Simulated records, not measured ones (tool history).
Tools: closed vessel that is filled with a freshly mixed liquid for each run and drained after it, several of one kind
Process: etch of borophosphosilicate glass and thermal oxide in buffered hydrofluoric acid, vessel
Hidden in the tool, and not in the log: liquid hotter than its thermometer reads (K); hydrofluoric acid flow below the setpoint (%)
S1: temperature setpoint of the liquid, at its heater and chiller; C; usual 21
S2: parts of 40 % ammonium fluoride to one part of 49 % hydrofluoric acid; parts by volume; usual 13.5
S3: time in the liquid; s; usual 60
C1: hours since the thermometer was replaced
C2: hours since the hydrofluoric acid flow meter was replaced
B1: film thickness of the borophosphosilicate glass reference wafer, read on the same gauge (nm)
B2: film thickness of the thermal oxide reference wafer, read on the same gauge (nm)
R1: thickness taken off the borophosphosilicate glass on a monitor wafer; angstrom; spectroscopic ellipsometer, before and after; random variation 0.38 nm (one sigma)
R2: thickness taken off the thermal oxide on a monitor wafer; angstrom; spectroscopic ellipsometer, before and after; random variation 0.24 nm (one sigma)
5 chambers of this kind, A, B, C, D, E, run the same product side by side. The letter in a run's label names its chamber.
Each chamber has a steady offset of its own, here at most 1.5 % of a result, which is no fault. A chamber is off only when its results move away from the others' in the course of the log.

run	day	S1	S2	S3	C1	C2	B1	B2	R1	R2
1D	0.196	21	13.5	60	604.1	983.9	50.045	99.992	469.14	427.55
2C	0.504	21	13.5	60	1020.4	583.1	49.999	99.996	480.64	429.61
3A	0.700	21	13.5	60	1730.0	1544.8	50.005	99.983	467.37	432.11
4E	1.008	21	13.5	60	689.1	988.1	49.990	99.988	464.69	431.24
5B	1.333	21	13.5	60	1631.1	193.7	49.942	99.996	475.03	431.23
6E	1.654	21	13.5	60	704.6	1003.6	50.014	100.010	466.60	431.97
# day 1.871: chamber E: thermometer replaced
7D	1.883	21	13.5	60	644.6	1024.4	49.976	100.010	470.82	427.81
8C	2.071	23	13.5	75	1058.0	620.7	50.040	100.020	654.57	606.09
9A	2.412	23	13.5	75	1771.1	1585.9	50.016	99.973	649.44	600.34
10B	2.608	23	13.5	75	1661.7	224.3	50.007	100.020	669.44	597.54
11E	2.792	23	13.5	75	22.2	1030.9	50.031	99.999	647.84	606.39
12B	3.021	23	13.5	75	1671.6	234.2	50.045	99.996	663.23	595.51
13A	3.208	21	13.5	60	1790.2	1605.0	50.045	99.983	474.05	430.86
14D	3.396	21	13.5	60	680.9	1060.7	49.978	100.010	469.30	426.98
15C	3.708	21	13.5	60	1097.3	660.0	49.991	100.010	468.97	433.92
16C	4.021	21	13.5	60	1104.8	667.5	49.994	100.010	471.40	430.62
17D	4.283	21	13.5	60	702.2	1082.0	49.972	99.992	469.31	431.88
18A	4.446	21	13.5	60	1819.9	1634.7	49.998	99.985	464.33	431.40
19E	4.646	21	13.5	60	66.7	1075.4	49.983	100.010	468.83	436.60
20B	4.883	21	13.5	60	1716.3	278.9	49.996	100.010	478.32	430.06
21E	5.150	21	13.5	60	78.8	1087.5	49.999	100.010	471.76	432.51
22D	5.342	21	13.5	60	727.6	1107.4	49.987	99.983	467.03	427.53
23C	5.688	21	13.5	60	1144.8	707.5	49.972	99.999	467.83	433.57
24A	5.858	21	13.5	60	1853.8	1668.6	49.981	99.999	470.54	426.73
25B	6.042	21	13.5	60	1744.1	306.7	50.019	99.991	477.34	423.68
26D	6.396	21	13.5	60	752.9	1132.7	49.987	99.974	474.62	428.53
27E	6.750	21	13.5	60	117.2	1125.9	50.004	100.010	472.18	429.84
28B	6.988	21	13.5	60	1766.8	329.4	50.033	99.978	482.57	425.25
29A	7.283	21	13.5	60	1888.0	1702.8	50.006	100.030	470.54	428.91
30C	7.458	21	13.5	60	1187.3	750.0	49.948	100.000	476.25	429.43
31A	7.808	21	13.5	60	1900.6	1715.4	49.980	99.999	465.64	426.19
32C	8.142	21	13.5	60	1203.7	766.4	50.015	99.997	469.35	431.75
33B	8.383	21	13.5	60	1800.3	362.9	50.035	99.993	477.34	425.21

Is one chamber off against the others, does the gauge drift, or is nothing wrong? If a chamber is off, say which, and what the likeliest cause is.

No chamber stands off beyond its own small offset, and the gauge holds steady.

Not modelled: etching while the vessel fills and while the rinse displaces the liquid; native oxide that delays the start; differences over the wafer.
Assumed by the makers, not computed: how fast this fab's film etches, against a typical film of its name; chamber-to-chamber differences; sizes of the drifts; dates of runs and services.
